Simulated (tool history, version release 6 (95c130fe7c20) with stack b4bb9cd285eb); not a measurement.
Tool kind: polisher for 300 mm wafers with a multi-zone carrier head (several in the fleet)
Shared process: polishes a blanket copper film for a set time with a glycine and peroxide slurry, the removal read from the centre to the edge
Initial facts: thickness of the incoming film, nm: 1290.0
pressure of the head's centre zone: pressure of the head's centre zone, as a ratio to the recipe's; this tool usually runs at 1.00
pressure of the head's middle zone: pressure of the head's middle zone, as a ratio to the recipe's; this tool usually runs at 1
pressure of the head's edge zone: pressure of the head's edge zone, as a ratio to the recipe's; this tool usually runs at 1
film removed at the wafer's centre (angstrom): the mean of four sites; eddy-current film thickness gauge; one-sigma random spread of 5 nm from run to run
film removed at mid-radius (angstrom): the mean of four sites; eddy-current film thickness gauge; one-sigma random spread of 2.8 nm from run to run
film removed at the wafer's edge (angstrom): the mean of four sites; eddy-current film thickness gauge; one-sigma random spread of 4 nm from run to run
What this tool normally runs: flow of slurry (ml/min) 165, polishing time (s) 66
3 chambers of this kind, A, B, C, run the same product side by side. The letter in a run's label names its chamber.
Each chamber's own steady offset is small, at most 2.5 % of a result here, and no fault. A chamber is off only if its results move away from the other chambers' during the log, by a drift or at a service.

run	day	flow of slurry (ml/min)	pressure of the head's centre zone	pressure of the head's middle zone	pressure of the head's edge zone	polishing time (s)	wafers polished on this pad	hours since the slurry nozzle was cleaned	hours since the centre zone pressure was calibrated	hours since the edge zone pressure was calibrated	film removed at the wafer's centre (angstrom)	film removed at mid-radius (angstrom)	film removed at the wafer's edge (angstrom)
1C	0.342	165	1.00	1	1	66	204	466.7	1076.9	136.2	3610.0	3632.0	3548.9
2B	0.621	165	1.00	1	1	66	637	74.8	766.8	109.6	3648.4	3624.3	3609.7
3A	1.004	165	1.00	1	1	66	631	225.7	346.8	575.2	3678.1	3543.9	3664.1
4A	1.429	165	1.00	1	1	66	745	235.9	357.0	585.4	3709.1	3536.4	3678.3
# day 1.746: chamber A: worn pad replaced by a new one
5B	1.908	165	1.00	1	1	66	981	105.7	797.7	140.5	3602.2	3568.6	3665.4
# day 1.917: chamber C: centre zone pressure recalibrated
# day 1.983: chamber B: worn pad replaced by a new one
6C	2.217	165	0.89	1	1	66	705	511.7	7.2	181.2	3224.8	3634.1	3564.6
7C	2.733	165	0.89	1	1	66	844	524.1	19.6	193.6	3139.4	3664.9	3626.9
8A	3.021	165	0.89	1	1	66	341	274.1	395.2	623.6	3191.9	3583.9	3763.0
9B	3.588	165	1.00	1	1	66	430	146.0	838.0	180.8	3679.9	3647.8	3662.2
10B	4.121	165	1.00	1	1	66	572	158.8	850.8	193.6	3610.5	3604.1	3634.0
# day 4.325: chamber A: worn pad replaced by a new one
11A	4.650	165	1.00	1	1	66	87	313.2	434.3	662.7	3574.0	3560.2	3596.5
12C	5.258	165	1.00	1	1	66	1519	584.7	80.2	254.2	3630.9	3576.7	3576.7
13C	5.600	165	1.00	1	1	66	1611	592.9	88.4	262.4	3477.9	3573.0	3567.3
# day 5.779: chamber B: worn pad replaced by a new one
14A	6.062	165	1.00	1	1	66	464	347.1	468.2	696.6	3732.7	3552.2	3677.9
15B	6.479	165	1.00	1	1	66	187	215.4	907.4	250.2	3606.7	3668.0	3614.5
# day 6.921: chamber A: worn pad replaced by a new one
16B	6.975	165	1.00	1	1	66	320	227.3	919.3	262.1	3553.9	3555.2	3650.3
17A	7.271	165	1.00	1	1	66	93	376.1	497.2	725.6	3659.7	3521.0	3622.0
18C	7.712	165	1.00	1	1	66	2176	643.6	139.1	313.1	3475.2	3512.9	3453.3
19C	8.008	165	1.00	1	1	66	2255	650.7	146.2	320.2	3511.6	3502.0	3457.3
# day 8.358: chamber B: centre zone pressure recalibrated
20A	8.462	165	1.00	1	1	66	412	404.7	525.8	754.2	3746.6	3583.3	3778.6
21B	9.029	165	1.00	1	1	66	870	276.6	16.2	311.4	3494.0	3590.5	3724.9
22B	9.533	165	1.00	1	1	66	1004	288.7	28.3	323.5	3523.0	3620.3	3632.1
# day 9.642: chamber A: worn pad replaced by a new one
23A	10.158	165	1.00	1	1	66	138	445.4	566.5	794.9	3730.5	3576.7	3704.3
24C	10.592	165	1.00	1	1	66	2946	712.7	208.2	382.2	3485.2	3414.9	3355.3
# day 10.838: chamber C: slurry nozzle cleaned
25C	11.150	165	1.00	1	1	66	3095	7.5	221.6	395.6	3410.7	3385.2	3390.6

Has any chamber moved away from the others, gradually or after a service, or does the common gauge drift, or do the chambers differ only by their own small steady offsets? State the chamber and the most likely cause if one applies.

Chamber C drifts away from the others.
Most likely cause: removal rate lost through wear of the pad, % = 7.61.

Chamber C could run next with any of the 4 candidate recipes listed below; each alters the usual settings, and their results appear as question marks. Which one brings its results back in line with what the other chambers deliver on the usual settings?
In line means no further than this from the other chambers' mean on the usual settings: film removed at the wafer's centre (angstrom) 170.0; film removed at mid-radius (angstrom) 94.0; film removed at the wafer's edge (angstrom) 140.0
26C-1	11.604	165	1.00	0.97	1.03	76					?	?	?
26C-2	11.604	165	1.00	1.02	0.99	61					?	?	?
26C-3	11.604	165	1.01	1.03	0.97	57					?	?	?
26C-4	11.604	165	1.00	0.98	1.01	71					?	?	?

Other chambers, usual settings, mean: film removed at the wafer's centre (angstrom) 3622.7; film removed at mid-radius (angstrom) 3573.9; film removed at the wafer's edge (angstrom) 3635.7
run	film removed at the wafer's centre (angstrom)	film removed at mid-radius (angstrom)	film removed at the wafer's edge (angstrom)
26C-1	3898.8	3764.0	3916.8
26C-2	3130.5	3165.6	3076.6
26C-3	2958.0	2984.9	2844.1
26C-4	3642.6	3550.1	3620.8
Change 26C-4 lands the chamber within the allowed miss of the other chambers.
